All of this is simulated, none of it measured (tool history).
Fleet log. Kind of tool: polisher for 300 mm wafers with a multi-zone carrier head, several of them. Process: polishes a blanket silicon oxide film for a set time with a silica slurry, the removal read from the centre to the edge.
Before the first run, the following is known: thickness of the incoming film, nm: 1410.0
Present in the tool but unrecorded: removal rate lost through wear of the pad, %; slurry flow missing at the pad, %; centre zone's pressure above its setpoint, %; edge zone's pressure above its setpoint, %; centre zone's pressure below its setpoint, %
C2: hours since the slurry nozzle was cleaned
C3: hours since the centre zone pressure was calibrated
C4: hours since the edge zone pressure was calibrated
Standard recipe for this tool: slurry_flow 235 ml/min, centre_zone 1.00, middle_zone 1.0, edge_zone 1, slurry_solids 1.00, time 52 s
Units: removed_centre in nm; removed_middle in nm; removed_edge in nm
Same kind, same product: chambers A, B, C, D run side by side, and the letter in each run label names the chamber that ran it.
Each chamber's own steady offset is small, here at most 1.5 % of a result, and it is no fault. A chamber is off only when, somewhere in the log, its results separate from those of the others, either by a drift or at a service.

run 1C hour=15.3 | slurry_flow=235 centre_zone=1.00 middle_zone=1.0 edge_zone=1 slurry_solids=1.00 time=52 | wafers_polished_on_this_pad=386 C2=355.3 C3=454.3 C4=428.6 | removed_centre=164.68 removed_middle=160.12 removed_edge=164.95
run 2D hour=26.3 | slurry_flow=235 centre_zone=1.00 middle_zone=1.0 edge_zone=1 slurry_solids=1.00 time=52 | wafers_polished_on_this_pad=1268 C2=47.4 C3=160.9 C4=1074.4 | removed_centre=164.83 removed_middle=164.95 removed_edge=164.22
-- hour=30.8 chamber D: worn pad replaced by a new one
-- hour=31.8 chamber A: worn pad replaced by a new one
run 3B hour=34.6 | slurry_flow=235 centre_zone=1.00 middle_zone=1.0 edge_zone=1 slurry_solids=1.00 time=52 | wafers_polished_on_this_pad=633 C2=562.2 C3=1017.0 C4=723.9 | removed_centre=164.46 removed_middle=164.37 removed_edge=165.41
run 4A hour=45.6 | slurry_flow=235 centre_zone=1.00 middle_zone=1.0 edge_zone=1 slurry_solids=1.00 time=52 | wafers_polished_on_this_pad=211 C2=50.2 C3=87.2 C4=699.6 | removed_centre=160.78 removed_middle=162.44 removed_edge=165.80
-- hour=55.6 chamber C: edge zone pressure recalibrated
run 5A hour=57.2 | slurry_flow=235 centre_zone=1.00 middle_zone=1.0 edge_zone=1 slurry_solids=1.00 time=52 | wafers_polished_on_this_pad=388 C2=61.8 C3=98.8 C4=711.2 | removed_centre=164.37 removed_middle=162.99 removed_edge=164.05
-- hour=59.9 chamber C: worn pad replaced by a new one
-- hour=62.0 chamber B: edge zone pressure recalibrated
run 6D hour=66.9 | slurry_flow=235 centre_zone=1.00 middle_zone=1.0 edge_zone=1 slurry_solids=1.00 time=52 | wafers_polished_on_this_pad=552 C2=88.0 C3=201.5 C4=1115.0 | removed_centre=162.93 removed_middle=168.09 removed_edge=165.09
-- hour=72.9 chamber B: worn pad replaced by a new one
run 7B hour=82.5 | slurry_flow=235 centre_zone=0.90 middle_zone=1.0 edge_zone=1 slurry_solids=0.75 time=52 | wafers_polished_on_this_pad=147 C2=610.1 C3=1064.9 C4=20.6 | removed_centre=128.49 removed_middle=147.78 removed_edge=144.94
run 8C hour=93.4 | slurry_flow=235 centre_zone=0.90 middle_zone=1.0 edge_zone=1 slurry_solids=0.75 time=52 | wafers_polished_on_this_pad=511 C2=433.4 C3=532.4 C4=37.9 | removed_centre=128.16 removed_middle=141.59 removed_edge=143.91
run 9D hour=100.5 | slurry_flow=235 centre_zone=0.90 middle_zone=1.0 edge_zone=1 slurry_solids=0.75 time=52 | wafers_polished_on_this_pad=1064 C2=121.6 C3=235.1 C4=1148.6 | removed_centre=126.02 removed_middle=144.75 removed_edge=141.83
-- hour=106.1 chamber D: worn pad replaced by a new one
-- hour=106.5 chamber A: worn pad replaced by a new one
run 10B hour=109.2 | slurry_flow=235 centre_zone=0.90 middle_zone=1.0 edge_zone=1 slurry_solids=0.75 time=52 | wafers_polished_on_this_pad=554 C2=636.8 C3=1091.6 C4=47.3 | removed_centre=127.88 removed_middle=145.83 removed_edge=144.46
run 11C hour=117.9 | slurry_flow=235 centre_zone=1.00 middle_zone=1.0 edge_zone=1 slurry_solids=1.00 time=52 | wafers_polished_on_this_pad=885 C2=457.9 C3=556.9 C4=62.4 | removed_centre=165.77 removed_middle=165.34 removed_edge=164.45
run 12A hour=133.0 | slurry_flow=235 centre_zone=1.00 middle_zone=1.0 edge_zone=1 slurry_solids=1.00 time=52 | wafers_polished_on_this_pad=404 C2=137.6 C3=174.6 C4=787.0 | removed_centre=164.35 removed_middle=167.67 removed_edge=164.35
-- hour=137.2 chamber C: worn pad replaced by a new one
run 13D hour=145.8 | slurry_flow=235 centre_zone=1.00 middle_zone=1.0 edge_zone=1 slurry_solids=1.00 time=52 | wafers_polished_on_this_pad=607 C2=166.9 C3=280.4 C4=1193.9 | removed_centre=164.51 removed_middle=163.57 removed_edge=163.76
-- hour=148.3 chamber B: worn pad replaced by a new one
run 14B hour=156.4 | slurry_flow=235 centre_zone=0.93 middle_zone=1.1 edge_zone=1 slurry_solids=1.00 time=52 | wafers_polished_on_this_pad=124 C2=684.0 C3=1138.8 C4=94.5 | removed_centre=151.75 removed_middle=181.90 removed_edge=163.76
-- hour=164.5 chamber B: centre zone pressure recalibrated
-- hour=166.4 chamber B: slurry nozzle cleaned
run 15C hour=170.6 | slurry_flow=235 centre_zone=0.93 middle_zone=1.1 edge_zone=1 slurry_solids=1.00 time=52 | wafers_polished_on_this_pad=510 C2=510.6 C3=609.6 C4=115.1 | removed_centre=154.53 removed_middle=179.10 removed_edge=165.71
run 16A hour=181.5 | slurry_flow=235 centre_zone=0.93 middle_zone=1.1 edge_zone=1 slurry_solids=1.00 time=52 | wafers_polished_on_this_pad=1144 C2=186.1 C3=223.1 C4=835.5 | removed_centre=150.37 removed_middle=180.14 removed_edge=165.71
-- hour=182.9 chamber A: worn pad replaced by a new one
-- hour=188.8 chamber D: worn pad replaced by a new one
run 17C hour=191.3 | slurry_flow=235 centre_zone=0.93 middle_zone=1.1 edge_zone=1 slurry_solids=1.00 time=52 | wafers_polished_on_this_pad=825 C2=531.3 C3=630.3 C4=135.8 | removed_centre=150.84 removed_middle=182.33 removed_edge=164.94
run 18B hour=204.6 | slurry_flow=235 centre_zone=1.00 middle_zone=1.0 edge_zone=1 slurry_solids=1.00 time=52 | wafers_polished_on_this_pad=859 C2=38.3 C3=40.1 C4=142.7 | removed_centre=164.12 removed_middle=169.06 removed_edge=167.59
run 19D hour=212.3 | slurry_flow=265 centre_zone=1.00 middle_zone=1.0 edge_zone=1 slurry_solids=0.70 time=52 | wafers_polished_on_this_pad=359 C2=233.4 C3=346.9 C4=1260.4 | removed_centre=139.69 removed_middle=140.02 removed_edge=138.46
-- hour=215.0 chamber C: centre zone pressure recalibrated
-- hour=218.4 chamber C: worn pad replaced by a new one
run 20A hour=220.9 | slurry_flow=265 centre_zone=1.00 middle_zone=1.0 edge_zone=1 slurry_solids=0.70 time=52 | wafers_polished_on_this_pad=580 C2=225.5 C3=262.5 C4=874.9 | removed_centre=140.00 removed_middle=142.62 removed_edge=140.49
run 21C hour=232.0 | slurry_flow=265 centre_zone=1.00 middle_zone=1.0 edge_zone=1 slurry_solids=0.70 time=52 | wafers_polished_on_this_pad=208 C2=572.0 C3=17.0 C4=176.5 | removed_centre=142.24 removed_middle=139.95 removed_edge=141.33
-- hour=237.7 chamber B: worn pad replaced by a new one
run 22B hour=239.6 | slurry_flow=265 centre_zone=1.00 middle_zone=1.0 edge_zone=1 slurry_solids=0.70 time=52 | wafers_polished_on_this_pad=29 C2=73.3 C3=75.1 C4=177.7 | removed_centre=142.24 removed_middle=141.67 removed_edge=141.11
run 23A hour=247.6 | slurry_flow=235 centre_zone=1.00 middle_zone=1.0 edge_zone=1 slurry_solids=1.00 time=52 | wafers_polished_on_this_pad=987 C2=252.2 C3=289.2 C4=901.6 | removed_centre=162.83 removed_middle=167.95 removed_edge=163.93
-- hour=254.5 chamber A: slurry nozzle cleaned
run 24D hour=262.2 | slurry_flow=235 centre_zone=1.00 middle_zone=1.0 edge_zone=1 slurry_solids=1.00 time=52 | wafers_polished_on_this_pad=1121 C2=283.3 C3=396.8 C4=1310.3 | removed_centre=164.02 removed_middle=161.68 removed_edge=162.93
-- hour=268.1 chamber A: worn pad replaced by a new one
-- hour=268.7 chamber D: worn pad replaced by a new one
run 25A hour=275.3 | slurry_flow=235 centre_zone=1.00 middle_zone=1.0 edge_zone=1 slurry_solids=1.00 time=52 | wafers_polished_on_this_pad=110 C2=20.9 C3=316.9 C4=929.3 | removed_centre=163.31 removed_middle=166.16 removed_edge=165.27
run 26C hour=290.5 | slurry_flow=235 centre_zone=1.00 middle_zone=1.0 edge_zone=1 slurry_solids=1.00 time=52 | wafers_polished_on_this_pad=1100 C2=630.5 C3=75.5 C4=235.0 | removed_centre=164.18 removed_middle=160.77 removed_edge=164.96
run 27D hour=301.8 | slurry_flow=235 centre_zone=1.00 middle_zone=1.0 edge_zone=1 slurry_solids=1.00 time=52 | wafers_polished_on_this_pad=505 C2=322.9 C3=436.4 C4=1349.9 | removed_centre=164.16 removed_middle=166.11 removed_edge=165.31
-- hour=309.1 chamber C: worn pad replaced by a new one
run 28B hour=312.0 | slurry_flow=235 centre_zone=1.00 middle_zone=1.0 edge_zone=1 slurry_solids=1.00 time=52 | wafers_polished_on_this_pad=1134 C2=145.7 C3=147.5 C4=250.1 | removed_centre=166.42 removed_middle=165.91 removed_edge=165.68
-- hour=317.7 chamber B: worn pad replaced by a new one
run 29D hour=324.7 | slurry_flow=235 centre_zone=1.00 middle_zone=1.0 edge_zone=1 slurry_solids=1.00 time=52 | wafers_polished_on_this_pad=854 C2=345.8 C3=459.3 C4=1372.8 | removed_centre=165.20 removed_middle=166.78 removed_edge=165.06
run 30C hour=333.8 | slurry_flow=235 centre_zone=1.00 middle_zone=1.0 edge_zone=1 slurry_solids=1.00 time=52 | wafers_polished_on_this_pad=378 C2=673.8 C3=118.8 C4=278.3 | removed_centre=166.18 removed_middle=165.49 removed_edge=165.70
-- hour=341.0 chamber C: slurry nozzle cleaned
-- hour=346.1 chamber A: worn pad replaced by a new one
run 31B hour=349.3 | slurry_flow=235 centre_zone=1.00 middle_zone=1.0 edge_zone=1 slurry_solids=1.00 time=52 | wafers_polished_on_this_pad=483 C2=183.0 C3=184.8 C4=287.4 | removed_centre=164.77 removed_middle=164.84 removed_edge=163.36
-- hour=355.5 chamber D: worn pad replaced by a new one
run 32A hour=364.8 | slurry_flow=235 centre_zone=1.00 middle_zone=1.0 edge_zone=1 slurry_solids=1.00 time=52 | wafers_polished_on_this_pad=285 C2=110.4 C3=406.4 C4=1018.8 | removed_centre=163.41 removed_middle=165.00 removed_edge=166.23
run 33A hour=374.5 | slurry_flow=235 centre_zone=1.00 middle_zone=1.0 edge_zone=1 slurry_solids=1.00 time=52 | wafers_polished_on_this_pad=433 C2=120.1 C3=416.1 C4=1028.5 | removed_centre=163.63 removed_middle=168.89 removed_edge=164.54
run 34D hour=383.9 | slurry_flow=235 centre_zone=1.00 middle_zone=1.0 edge_zone=1 slurry_solids=1.00 time=52 | wafers_polished_on_this_pad=434 C2=405.0 C3=518.5 C4=1432.0 | removed_centre=163.78 removed_middle=166.79 removed_edge=164.39
-- hour=387.7 chamber B: worn pad replaced by a new one
-- hour=397.4 chamber C: worn pad replaced by a new one
run 35C hour=397.9 | slurry_flow=235 centre_zone=1.00 middle_zone=1.0 edge_zone=1 slurry_solids=1.00 time=52 | wafers_polished_on_this_pad=8 C2=57.0 C3=182.9 C4=342.4 | removed_centre=165.79 removed_middle=167.85 removed_edge=165.88
run 36B hour=410.7 | slurry_flow=235 centre_zone=1.00 middle_zone=1.0 edge_zone=1 slurry_solids=1.00 time=52 | wafers_polished_on_this_pad=352 C2=244.4 C3=246.2 C4=348.8 | removed_centre=165.07 removed_middle=165.60 removed_edge=167.41

Does one chamber stand apart from the rest, does the shared gauge drift, or is all well apart from small per-chamber offsets? Give the chamber and the most likely cause, where there is one.

No chamber is off and the gauge is stable; the differences are just each chamber's small, constant offset.
